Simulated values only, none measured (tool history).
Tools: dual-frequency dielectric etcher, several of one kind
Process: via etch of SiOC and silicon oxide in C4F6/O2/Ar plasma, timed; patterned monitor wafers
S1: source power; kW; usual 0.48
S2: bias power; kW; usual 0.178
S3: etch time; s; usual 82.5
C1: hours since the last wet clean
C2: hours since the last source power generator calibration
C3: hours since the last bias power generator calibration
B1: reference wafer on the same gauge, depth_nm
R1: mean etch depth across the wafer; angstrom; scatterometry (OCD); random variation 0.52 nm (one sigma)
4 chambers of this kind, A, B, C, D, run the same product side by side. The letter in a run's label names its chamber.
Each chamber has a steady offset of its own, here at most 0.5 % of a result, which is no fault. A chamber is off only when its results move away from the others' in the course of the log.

| run | hour | S1 | S2 | S3 | C1 | C2 | C3 | B1 | R1 |
|---|---|---|---|---|---|---|---|---|---|
| 1B | 10.6 | 0.48 | 0.178 | 82.5 | 107.2 | 12.5 | 196 | 89.943 | 995.58 |
| 2D | 22 | 0.48 | 0.178 | 82.5 | 88.9 | 2151.7 | 1697 | 89.999 | 997.19 |
| 3C | 27.7 | 0.48 | 0.178 | 82.5 | 282.9 | 218.2 | 403.9 | 90 | 1009.5 |
| 4A | 33.5 | 0.48 | 0.178 | 82.5 | 258.2 | 1760.9 | 2692.8 | 90.01 | 998.66 |
| 5D | 39.1 | 0.48 | 0.178 | 82.5 | 106 | 2168.8 | 1714.1 | 89.998 | 992.79 |
| 6B | 49.2 | 0.48 | 0.178 | 82.5 | 145.8 | 51.1 | 234.6 | 89.981 | 997.55 |
| 7A | 55.1 | 0.48 | 0.178 | 82.5 | 279.8 | 1782.5 | 2714.4 | 90.032 | 993.17 |
| 8C | 62 | 0.48 | 0.178 | 82.5 | 317.2 | 252.5 | 438.2 | 90.085 | 1010.5 |
| 9C | 72.2 | 0.48 | 0.178 | 82.5 | 327.4 | 262.7 | 448.4 | 89.976 | 998.95 |
| 10D | 83.4 | 0.48 | 0.178 | 82.5 | 150.3 | 2213.1 | 1758.4 | 90.134 | 1008.6 |
| 11B | 92.2 | 0.48 | 0.178 | 82.5 | 188.8 | 94.1 | 277.6 | 89.937 | 992.12 |
| 12A | 102.9 | 0.48 | 0.178 | 82.5 | 327.6 | 1830.3 | 2762.2 | 90.011 | 991.44 |
| 13D | 114.4 | 0.48 | 0.178 | 82.5 | 181.3 | 2244.1 | 1789.4 | 89.976 | 997.25 |
| 14A | 120.6 | 0.59 | 0.162 | 82.5 | 345.3 | 1848 | 2779.9 | 90.054 | 1054 |
| 15B | 132.1 | 0.59 | 0.162 | 82.5 | 228.7 | 134 | 317.5 | 90.015 | 1041.1 |
| 16C | 142.7 | 0.59 | 0.162 | 82.5 | 397.9 | 333.2 | 518.9 | 89.926 | 1056.5 |
| 17D | 151.5 | 0.59 | 0.162 | 82.5 | 218.4 | 2281.2 | 1826.5 | 90.169 | 1049.2 |
| 18A | 158.8 | 0.48 | 0.178 | 82.5 | 383.5 | 1886.2 | 2818.1 | 90.054 | 986.84 |
| 19C | 165.3 | 0.48 | 0.178 | 82.5 | 420.5 | 355.8 | 541.5 | 90.064 | 999.18 |
| 20B | 173.1 | 0.48 | 0.178 | 82.5 | 269.7 | 175 | 358.5 | 89.892 | 971.56 |
| 21D | 179.6 | 0.48 | 0.178 | 82.5 | 246.5 | 2309.3 | 1854.6 | 89.869 | 996.9 |
| 22B | 189.9 | 0.48 | 0.178 | 82.5 | 286.5 | 191.8 | 375.3 | 89.875 | 973.72 |
| 23A | 199.3 | 0.58 | 0.163 | 82.5 | 424 | 1926.7 | 2858.6 | 89.974 | 1039.7 |
| 24C | 210.7 | 0.58 | 0.163 | 82.5 | 465.9 | 401.2 | 586.9 | 89.963 | 1060 |
| 25B | 221.8 | 0.58 | 0.163 | 82.5 | 318.4 | 223.7 | 407.2 | 89.904 | 1016.4 |
| 26C | 228.7 | 0.58 | 0.163 | 82.5 | 483.9 | 419.2 | 604.9 | 90.025 | 1038.5 |
| 27D | 234.1 | 0.48 | 0.178 | 82.5 | 301 | 2363.8 | 1909.1 | 89.949 | 1002.9 |
| 28A | 243.6 | 0.48 | 0.178 | 82.5 | 468.3 | 1971 | 2902.9 | 90.023 | 992.8 |
| 29D | 254.9 | 0.48 | 0.178 | 82.5 | 321.8 | 2384.6 | 1929.9 | 90.019 | 997.08 |
| 30C | 260.9 | 0.48 | 0.178 | 82.5 | 516.1 | 451.4 | 637.1 | 89.888 | 1006.5 |
| 31B | 271.2 | 0.48 | 0.178 | 82.5 | 367.8 | 273.1 | 456.6 | 90.018 | 961.44 |
| 32A | 278 | 0.48 | 0.178 | 82.5 | 502.7 | 2005.4 | 2937.3 | 89.91 | 1001 |
| 33A | 285.7 | 0.48 | 0.178 | 82.5 | 510.4 | 2013.1 | 2945 | 89.939 | 1003.9 |
| 34C | 294.4 | 0.48 | 0.178 | 82.5 | 549.6 | 484.9 | 670.6 | 89.891 | 1005.4 |
| 35D | 306.1 | 0.48 | 0.178 | 82.5 | 373 | 2435.8 | 1981.1 | 90.048 | 1005.9 |
| 36B | 317.8 | 0.48 | 0.178 | 82.5 | 414.4 | 319.7 | 503.2 | 89.911 | 949.56 |

What goes on in this fleet: one chamber off, a drifting gauge, or nothing beyond the chambers' own small offsets? Name the chamber and the cause, if any.

Chamber B drifts away from the others.
Cause: etch rate under this chamber's usual, % = 4.91.

Here are 4 candidates for chamber B's next run, each the usual settings with a change, their results left as question marks. Which one brings its results back in line with what the others give on the usual settings?
In line means no further than this from the other chambers' mean on the usual settings: R1 18 angstrom
| 37B-1 | 326.2 | 0.48 | 0.24 | 82.5 |  |  |  |  | ? |
| 37B-2 | 326.2 | 0.48 | 0.178 | 74 |  |  |  |  | ? |
| 37B-3 | 326.2 | 0.47 | 0.176 | 78.5 |  |  |  |  | ? |
| 37B-4 | 326.2 | 0.49 | 0.178 | 86.5 |  |  |  |  | ? |

The other chambers' mean on the usual settings: R1 1000.2 angstrom
| run | R1 |
|---|---|
| 37B-1 | 1041 |
| 37B-2 | 846.74 |
| 37B-3 | 887.71 |
| 37B-4 | 997.75 |
37B-4 brings the chamber back in line.

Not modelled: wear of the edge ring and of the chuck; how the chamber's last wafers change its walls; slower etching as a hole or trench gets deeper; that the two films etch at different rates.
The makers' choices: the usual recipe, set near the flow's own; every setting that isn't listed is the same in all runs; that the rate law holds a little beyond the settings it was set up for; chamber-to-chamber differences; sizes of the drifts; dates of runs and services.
